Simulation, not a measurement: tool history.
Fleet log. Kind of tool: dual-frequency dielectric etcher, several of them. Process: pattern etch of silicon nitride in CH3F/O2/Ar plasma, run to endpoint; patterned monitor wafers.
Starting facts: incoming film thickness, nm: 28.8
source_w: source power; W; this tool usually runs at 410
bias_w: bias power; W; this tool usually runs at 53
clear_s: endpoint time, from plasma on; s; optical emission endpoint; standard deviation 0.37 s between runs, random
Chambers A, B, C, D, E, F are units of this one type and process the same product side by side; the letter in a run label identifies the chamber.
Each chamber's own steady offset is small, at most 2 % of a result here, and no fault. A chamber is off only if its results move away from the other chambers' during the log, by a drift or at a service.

run,hour,source_w,bias_w,hours since the last wet clean,hours since the last source power generator calibration,hours since the last bias power generator calibration,clear_s
1E,6,410,53,288.9,2729.3,1587.5,46.184
2A,14.4,410,53,336.3,1223.4,2155.8,45.137
3C,22.2,410,53,471.6,2836.9,576.5,45.646
4F,31.6,410,53,44.6,2109.8,3038.1,44.84
# hour 37.7: chamber B: wet clean of the chamber
5D,42.4,410,53,56.9,1982.1,821.4,46.029
6B,50.1,410,41,12.5,808.6,2911.6,49.085
7E,57.7,410,41,340.6,2781,1639.2,49.664
8C,66.4,410,41,515.8,2881.1,620.7,49.928
# hour 72.3: chamber A: wet clean of the chamber
9A,74,410,41,1.7,1283,2215.4,49.451
10B,85,410,41,47.4,843.5,2946.5,48.757
11F,90.3,410,41,103.3,2168.5,3096.8,48.686
12D,97.1,410,53,111.6,2036.8,876.1,46.346
13E,103.5,410,53,386.4,2826.8,1685,46.012
14B,110.1,410,53,72.5,868.6,2971.6,45.453
# hour 115.2: chamber E: wet clean of the chamber
15F,117.4,410,53,130.4,2195.6,3123.9,44.443
16C,124.3,340,53,573.7,2939,678.6,48.868
17D,133,340,53,147.5,2072.7,912,49.862
18A,141.4,340,53,69.1,1350.4,2282.8,48.895
19A,146.6,340,53,74.3,1355.6,2288,49.31
20C,153.1,340,53,602.5,2967.8,707.4,48.76
21D,159.5,340,53,174,2099.2,938.5,48.973
22F,165.5,500,49,178.5,2243.7,3172,42.256
23B,174.1,500,49,136.5,932.6,3035.6,42.309
# hour 175: chamber C: source power generator calibrated
24E,181.6,500,49,66.5,2904.9,1763.1,43.65
# hour 184: chamber C: wet clean of the chamber
25C,191,500,49,7,16.1,745.3,43.438
26E,198.2,500,49,83.1,2921.5,1779.7,43.487
27F,205.7,500,49,218.7,2283.9,3212.2,42.459
28A,216.7,410,53,144.4,1425.7,2358.1,44.986
29D,221.9,410,53,236.4,2161.6,1000.9,45.987
30B,227.1,410,53,189.5,985.6,3088.6,45.779
31D,235.9,410,53,250.4,2175.6,1014.9,45.584
32F,242.1,410,53,255.1,2320.3,3248.6,44.706
33B,249.7,410,53,212.1,1008.2,3111.2,45.212
34A,258.9,410,53,186.6,1467.9,2400.3,45.292
35C,267.4,410,53,83.4,92.5,821.7,45.777
36E,277.6,510,46,162.5,3000.9,1859.1,44.075
37C,284.4,510,46,100.4,109.5,838.7,43.107

The same settings go to every chamber for the next run, one line per chamber below. Forecast the results for each:
38A,292.4,410,64,,,,?
38B,292.4,410,64,,,,?
38C,292.4,410,64,,,,?
38D,292.4,410,64,,,,?
38E,292.4,410,64,,,,?
38F,292.4,410,64,,,,?

run,clear_s
38A,42.771
38B,42.925
38C,43.168
38D,43.06
38E,42.396
38F,42.311

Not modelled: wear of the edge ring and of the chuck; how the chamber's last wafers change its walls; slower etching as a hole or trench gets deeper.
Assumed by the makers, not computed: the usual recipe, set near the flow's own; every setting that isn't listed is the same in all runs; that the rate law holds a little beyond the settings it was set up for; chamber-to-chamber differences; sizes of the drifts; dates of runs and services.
